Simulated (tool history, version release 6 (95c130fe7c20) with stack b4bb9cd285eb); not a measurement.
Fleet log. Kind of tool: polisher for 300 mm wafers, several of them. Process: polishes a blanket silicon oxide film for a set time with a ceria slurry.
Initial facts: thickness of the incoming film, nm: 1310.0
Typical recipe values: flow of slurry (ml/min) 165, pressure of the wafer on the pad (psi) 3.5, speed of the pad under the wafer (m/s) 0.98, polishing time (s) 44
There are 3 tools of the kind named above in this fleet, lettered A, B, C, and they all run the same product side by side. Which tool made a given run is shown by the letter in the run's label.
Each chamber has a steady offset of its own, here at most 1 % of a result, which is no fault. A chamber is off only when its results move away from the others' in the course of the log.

run,hour,flow of slurry (ml/min),pressure of the wafer on the pad (psi),speed of the pad under the wafer (m/s),polishing time (s),film removed (nm)
1C,14.1,165,3.5,0.98,44,213.1
2A,26.5,165,3.5,0.98,44,214.31
# hour 40: chamber C: worn pad replaced by a new one
3B,41,165,3.5,0.98,44,212.99
# hour 45.9: chamber B: slurry nozzle cleaned
# hour 49.5: chamber B: worn pad replaced by a new one
4A,52.6,165,3.5,0.98,44,213.09
5C,60.4,165,3.5,0.98,44,215.44
6B,72.9,165,3.5,0.98,44,215.51
7B,82.5,165,3.5,0.98,44,214.9
8C,97.9,165,3.5,0.98,44,213.86
9A,105.7,165,3.5,0.98,44,209.28
# hour 107: chamber C: worn pad replaced by a new one
# hour 112.9: chamber B: worn pad replaced by a new one
10C,117.4,125,3.5,0.98,44,202.61
11A,127.6,125,3.5,0.98,44,199.1
12B,136.3,125,3.5,0.98,44,203.28
13A,148.9,165,3.5,0.98,44,207.41
# hour 159.5: chamber C: worn pad replaced by a new one
14B,162.2,165,3.5,0.98,44,216.41
# hour 169.6: chamber C: head pressure recalibrated
15C,170.8,165,3.5,0.98,44,211.96
# hour 176.7: chamber B: worn pad replaced by a new one
16C,183.6,165,3.5,0.98,44,213.48
17B,193,165,3.5,0.98,44,214.88
18A,208.9,165,3.5,0.98,44,205.1
# hour 213.7: chamber C: worn pad replaced by a new one
# hour 216.1: chamber A: head pressure recalibrated
19C,223.3,165,3.5,0.98,44,215
20A,233.1,165,3.5,0.98,44,201.96
21B,245.4,165,3.5,0.98,44,216
# hour 247: chamber B: worn pad replaced by a new one
22A,260.3,165,3.5,0.98,44,202.25
# hour 270.5: chamber C: worn pad replaced by a new one
23C,275.6,165,2.4,0.98,39,130.42
24B,287.6,165,2.4,0.98,39,131.3
25C,302.3,165,2.4,0.98,39,128.29

All chambers now run identical settings, listed one chamber a line with results as question marks. What results will each chamber show?
26A,314,190,3.5,0.98,44,?
26B,314,190,3.5,0.98,44,?
26C,314,190,3.5,0.98,44,?

run,film removed (nm)
26A,198.97
26B,220.38
26C,218.33
